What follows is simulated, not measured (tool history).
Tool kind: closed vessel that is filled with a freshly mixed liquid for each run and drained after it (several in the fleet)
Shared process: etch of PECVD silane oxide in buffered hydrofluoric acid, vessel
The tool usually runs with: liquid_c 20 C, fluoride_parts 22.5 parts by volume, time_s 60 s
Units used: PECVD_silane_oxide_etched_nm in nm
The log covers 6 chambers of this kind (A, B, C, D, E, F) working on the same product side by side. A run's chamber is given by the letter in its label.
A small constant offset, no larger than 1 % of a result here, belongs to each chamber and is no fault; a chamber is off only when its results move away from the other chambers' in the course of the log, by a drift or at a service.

run	day	liquid_c	fluoride_parts	time_s	hours since the thermometer was replaced	hours since the hydrofluoric acid flow meter was replaced	read-back film thickness of the PECVD silane oxide reference wafer, read on the same gauge (nm)	PECVD_silane_oxide_etched_nm
1E	0.333	20	22.5	60	1710.7	659.1	40.015	114.82
2C	0.525	20	22.5	60	1090.9	652.3	40.003	114.21
3D	0.838	20	22.5	60	2009.9	1128.1	39.985	113.87
# day 1.004: chamber C: hydrofluoric acid flow meter replaced
4F	1.15	20	22.5	60	687.6	646.1	39.963	114.51
5A	1.512	20	22.5	60	218.9	1117.6	40	112.36
6B	1.717	20	22.5	60	298.4	709.2	40.021	115.55
7F	2.083	20	22.5	60	710	668.5	39.992	114.63
8C	2.408	20	22.5	60	1136.1	33.7	39.995	113.94
9E	2.725	20	22.5	60	1768.1	716.5	39.943	115.12
# day 2.812: chamber B: hydrofluoric acid flow meter replaced
10A	3.054	20	22.5	60	255.9	1154.6	39.951	113.65
11B	3.238	20	22.5	60	334.9	10.2	39.988	112.89
12D	3.492	20	22.5	60	2073.6	1191.8	40.003	114.98
13E	3.838	17	17	60	1794.8	743.2	39.998	123.36
# day 4.025: chamber E: hydrofluoric acid flow meter replaced
14A	4.062	17	17	60	280.1	1178.8	39.971	120.75
15F	4.321	17	17	60	763.7	722.2	40.025	121.74
16C	4.646	17	17	60	1189.8	87.4	40.004	121.19
# day 4.679: chamber C: thermometer replaced
17D	4.842	17	17	60	2106	1224.2	39.975	125.27
18B	5.15	17	17	60	380.8	56.1	39.967	122.12
19D	5.425	20	22.5	60	2120	1238.2	40.013	116.38
20A	5.754	20	22.5	60	320.7	1219.4	40.046	113.72
21E	5.967	20	22.5	60	1845.9	46.6	39.933	114.52
22C	6.25	20	22.5	60	37.7	125.9	40.019	113.37
23B	6.542	20	22.5	60	414.2	89.5	39.962	113.49
24F	6.854	20	22.5	60	824.5	783	39.962	115.15
25A	7.162	20	22.5	60	354.5	1253.2	39.971	112.81
26E	7.438	20	25	90	1881.2	81.9	40.023	160.17
27B	7.604	20	25	90	439.7	115	40.018	159.97
28F	7.8	20	25	90	847.2	805.7	40.01	159.21
29D	8.142	20	25	90	2185.2	1303.4	40.023	163.02
30C	8.475	20	25	90	91.1	179.3	39.998	159.23
31F	8.671	20	25	90	868.1	826.6	39.984	160.2
32D	8.833	20	22.5	60	2201.8	1320	39.993	117.96
33B	9.112	20	22.5	60	475.9	151.2	40.035	113.21
34A	9.429	20	22.5	60	408.9	1307.6	39.995	112.95
35E	9.779	20	22.5	60	1937.4	138.1	40.002	114.81
36C	10.108	20	22.5	60	130.3	218.5	39.972	113.28
37D	10.442	20	22.5	60	2240.4	1358.6	40.023	120.42
38F	10.621	20	22.5	60	914.9	873.4	40.026	114.7
# day 10.721: chamber E: thermometer replaced
39A	10.925	20	22.5	60	444.8	1343.5	39.964	112.74
40C	11.283	20	22.5	60	158.5	246.7	39.947	115.44
41B	11.525	20	22.5	60	533.8	209.1	40.002	114.23
42E	11.779	20	26.5	85	25.4	186.1	40.032	144.12

Which is it: a chamber that has drifted or been left off by a service, a gauge drift common to all chambers, or only each chamber's usual small offset? If a chamber is off, name it and its likeliest cause.

One chamber, D, drifts off from the rest bit by bit.
Cause: liquid hotter than its thermometer reads (K) = 0.943.
Not necessarily distinguishable in this log from: hydrofluoric acid flow above the setpoint (%).

Which of the 4 candidates below, each the usual settings with something changed and its results left as question marks, puts chamber D back in line with what the other chambers give on the usual settings?
In-line tolerance around the mean of the other chambers on the usual settings: PECVD_silane_oxide_etched_nm 2.2 nm
43D-1	12.046	19	22.5	60				?
43D-2	12.046	20.5	21.5	60				?
43D-3	12.046	20	22	60				?
43D-4	12.046	20	23	60				?

The other chambers' mean on the usual settings: PECVD_silane_oxide_etched_nm 114.09 nm
run	PECVD_silane_oxide_etched_nm
43D-1	113.44
43D-2	127.29
43D-3	121.81
43D-4	118.08
43D-1 puts the chamber back in line with the other chambers.
